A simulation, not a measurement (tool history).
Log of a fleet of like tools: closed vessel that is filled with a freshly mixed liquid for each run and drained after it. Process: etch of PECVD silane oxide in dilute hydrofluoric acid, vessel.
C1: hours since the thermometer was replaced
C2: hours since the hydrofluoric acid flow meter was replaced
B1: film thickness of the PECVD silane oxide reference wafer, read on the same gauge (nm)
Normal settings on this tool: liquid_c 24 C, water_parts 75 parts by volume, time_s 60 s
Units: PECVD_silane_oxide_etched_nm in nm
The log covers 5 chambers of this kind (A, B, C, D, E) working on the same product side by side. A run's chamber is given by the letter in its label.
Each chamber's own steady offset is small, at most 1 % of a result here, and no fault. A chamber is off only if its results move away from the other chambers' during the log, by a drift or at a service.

{"run": "1C", "hour": 7.7, "liquid_c": 24, "water_parts": 75, "time_s": 60, "C1": 312.2, "C2": 190.1, "B1": 150.02, "PECVD_silane_oxide_etched_nm": 28.839}
{"run": "2A", "hour": 21.3, "liquid_c": 24, "water_parts": 75, "time_s": 60, "C1": 1002.2, "C2": 1537.9, "B1": 150, "PECVD_silane_oxide_etched_nm": 29.048}
{"run": "3E", "hour": 29.0, "liquid_c": 24, "water_parts": 75, "time_s": 60, "C1": 356.7, "C2": 595, "B1": 150.05, "PECVD_silane_oxide_etched_nm": 28.897}
{"run": "4B", "hour": 36.2, "liquid_c": 24, "water_parts": 75, "time_s": 60, "C1": 1516.8, "C2": 344.9, "B1": 150.03, "PECVD_silane_oxide_etched_nm": 28.839}
{"run": "5D", "hour": 43.6, "liquid_c": 24, "water_parts": 75, "time_s": 60, "C1": 634.5, "C2": 386.3, "B1": 149.99, "PECVD_silane_oxide_etched_nm": 28.488}
{"run": "6B", "hour": 56.2, "liquid_c": 24, "water_parts": 75, "time_s": 60, "C1": 1536.8, "C2": 364.9, "B1": 149.98, "PECVD_silane_oxide_etched_nm": 28.966}
{"run": "7C", "hour": 65.7, "liquid_c": 24, "water_parts": 75, "time_s": 60, "C1": 370.2, "C2": 248.1, "B1": 150.02, "PECVD_silane_oxide_etched_nm": 28.554}
{"run": "8E", "hour": 74.1, "liquid_c": 24, "water_parts": 75, "time_s": 60, "C1": 401.8, "C2": 640.1, "B1": 150.02, "PECVD_silane_oxide_etched_nm": 28.921}
{"run": "9D", "hour": 87.0, "liquid_c": 24, "water_parts": 75, "time_s": 60, "C1": 677.9, "C2": 429.7, "B1": 149.99, "PECVD_silane_oxide_etched_nm": 28.609}
{"run": "10A", "hour": 99.5, "liquid_c": 24, "water_parts": 75, "time_s": 60, "C1": 1080.4, "C2": 1616.1, "B1": 150.04, "PECVD_silane_oxide_etched_nm": 28.841}
{"hour": 101.8, "done": "chamber E: hydrofluoric acid flow meter replaced"}
{"run": "11E", "hour": 106.2, "liquid_c": 24, "water_parts": 75, "time_s": 60, "C1": 433.9, "C2": 4.4, "B1": 149.98, "PECVD_silane_oxide_etched_nm": 29.035}
{"run": "12D", "hour": 116.2, "liquid_c": 24, "water_parts": 75, "time_s": 60, "C1": 707.1, "C2": 458.9, "B1": 150, "PECVD_silane_oxide_etched_nm": 28.475}
{"run": "13B", "hour": 123.0, "liquid_c": 24, "water_parts": 55, "time_s": 40, "C1": 1603.6, "C2": 431.7, "B1": 150.01, "PECVD_silane_oxide_etched_nm": 26.886}
{"run": "14C", "hour": 129.8, "liquid_c": 24, "water_parts": 55, "time_s": 40, "C1": 434.3, "C2": 312.2, "B1": 149.98, "PECVD_silane_oxide_etched_nm": 26.418}
{"run": "15A", "hour": 137.9, "liquid_c": 24, "water_parts": 55, "time_s": 40, "C1": 1118.8, "C2": 1654.5, "B1": 149.98, "PECVD_silane_oxide_etched_nm": 26.806}
{"run": "16E", "hour": 144.3, "liquid_c": 24, "water_parts": 55, "time_s": 40, "C1": 472, "C2": 42.5, "B1": 150.02, "PECVD_silane_oxide_etched_nm": 27.094}
{"run": "17A", "hour": 154.1, "liquid_c": 24, "water_parts": 55, "time_s": 40, "C1": 1135, "C2": 1670.7, "B1": 149.98, "PECVD_silane_oxide_etched_nm": 26.8}
{"run": "18D", "hour": 164.3, "liquid_c": 24, "water_parts": 75, "time_s": 60, "C1": 755.2, "C2": 507, "B1": 150.04, "PECVD_silane_oxide_etched_nm": 28.74}
{"hour": 168.8, "done": "chamber D: thermometer replaced"}
{"run": "19B", "hour": 174.1, "liquid_c": 24, "water_parts": 75, "time_s": 60, "C1": 1654.7, "C2": 482.8, "B1": 149.96, "PECVD_silane_oxide_etched_nm": 28.817}
{"run": "20C", "hour": 184.4, "liquid_c": 24, "water_parts": 75, "time_s": 60, "C1": 488.9, "C2": 366.8, "B1": 150.02, "PECVD_silane_oxide_etched_nm": 28.246}
{"run": "21A", "hour": 192.8, "liquid_c": 24, "water_parts": 75, "time_s": 60, "C1": 1173.7, "C2": 1709.4, "B1": 150, "PECVD_silane_oxide_etched_nm": 28.847}
{"hour": 204.4, "done": "chamber D: hydrofluoric acid flow meter replaced"}
{"run": "22C", "hour": 206.0, "liquid_c": 24, "water_parts": 75, "time_s": 60, "C1": 510.5, "C2": 388.4, "B1": 150.04, "PECVD_silane_oxide_etched_nm": 27.972}
{"run": "23B", "hour": 213.8, "liquid_c": 24, "water_parts": 75, "time_s": 60, "C1": 1694.4, "C2": 522.5, "B1": 150, "PECVD_silane_oxide_etched_nm": 28.789}
{"run": "24E", "hour": 220.4, "liquid_c": 21.5, "water_parts": 75, "time_s": 70, "C1": 548.1, "C2": 118.6, "B1": 149.95, "PECVD_silane_oxide_etched_nm": 30.522}
{"run": "25D", "hour": 232.1, "liquid_c": 21.5, "water_parts": 75, "time_s": 70, "C1": 63.3, "C2": 27.7, "B1": 150, "PECVD_silane_oxide_etched_nm": 30.194}
{"run": "26A", "hour": 242.4, "liquid_c": 21.5, "water_parts": 75, "time_s": 70, "C1": 1223.3, "C2": 1759, "B1": 150.03, "PECVD_silane_oxide_etched_nm": 30.233}
{"run": "27E", "hour": 255.8, "liquid_c": 21.5, "water_parts": 75, "time_s": 70, "C1": 583.5, "C2": 154, "B1": 149.98, "PECVD_silane_oxide_etched_nm": 30.428}
{"run": "28B", "hour": 265.2, "liquid_c": 21.5, "water_parts": 75, "time_s": 70, "C1": 1745.8, "C2": 573.9, "B1": 149.98, "PECVD_silane_oxide_etched_nm": 30.594}
{"run": "29D", "hour": 277.5, "liquid_c": 24, "water_parts": 75, "time_s": 60, "C1": 108.7, "C2": 73.1, "B1": 150.01, "PECVD_silane_oxide_etched_nm": 28.578}
{"run": "30C", "hour": 286.7, "liquid_c": 24, "water_parts": 105, "time_s": 60, "C1": 591.2, "C2": 469.1, "B1": 150, "PECVD_silane_oxide_etched_nm": 19.219}
{"run": "31E", "hour": 298.2, "liquid_c": 24, "water_parts": 105, "time_s": 60, "C1": 625.9, "C2": 196.4, "B1": 149.99, "PECVD_silane_oxide_etched_nm": 19.839}
{"run": "32B", "hour": 308.7, "liquid_c": 24, "water_parts": 105, "time_s": 60, "C1": 1789.3, "C2": 617.4, "B1": 149.98, "PECVD_silane_oxide_etched_nm": 20.032}

Next, every chamber runs the same settings. What will each give?
{"run": "33A", "hour": 318.4, "liquid_c": 20.5, "water_parts": 75, "time_s": 60, "PECVD_silane_oxide_etched_nm": "?"}
{"run": "33B", "hour": 318.4, "liquid_c": 20.5, "water_parts": 75, "time_s": 60, "PECVD_silane_oxide_etched_nm": "?"}
{"run": "33C", "hour": 318.4, "liquid_c": 20.5, "water_parts": 75, "time_s": 60, "PECVD_silane_oxide_etched_nm": "?"}
{"run": "33D", "hour": 318.4, "liquid_c": 20.5, "water_parts": 75, "time_s": 60, "PECVD_silane_oxide_etched_nm": "?"}
{"run": "33E", "hour": 318.4, "liquid_c": 20.5, "water_parts": 75, "time_s": 60, "PECVD_silane_oxide_etched_nm": "?"}

run=33A PECVD_silane_oxide_etched_nm=24.994
run=33B PECVD_silane_oxide_etched_nm=25.043
run=33C PECVD_silane_oxide_etched_nm=24.076
run=33D PECVD_silane_oxide_etched_nm=24.768
run=33E PECVD_silane_oxide_etched_nm=24.877

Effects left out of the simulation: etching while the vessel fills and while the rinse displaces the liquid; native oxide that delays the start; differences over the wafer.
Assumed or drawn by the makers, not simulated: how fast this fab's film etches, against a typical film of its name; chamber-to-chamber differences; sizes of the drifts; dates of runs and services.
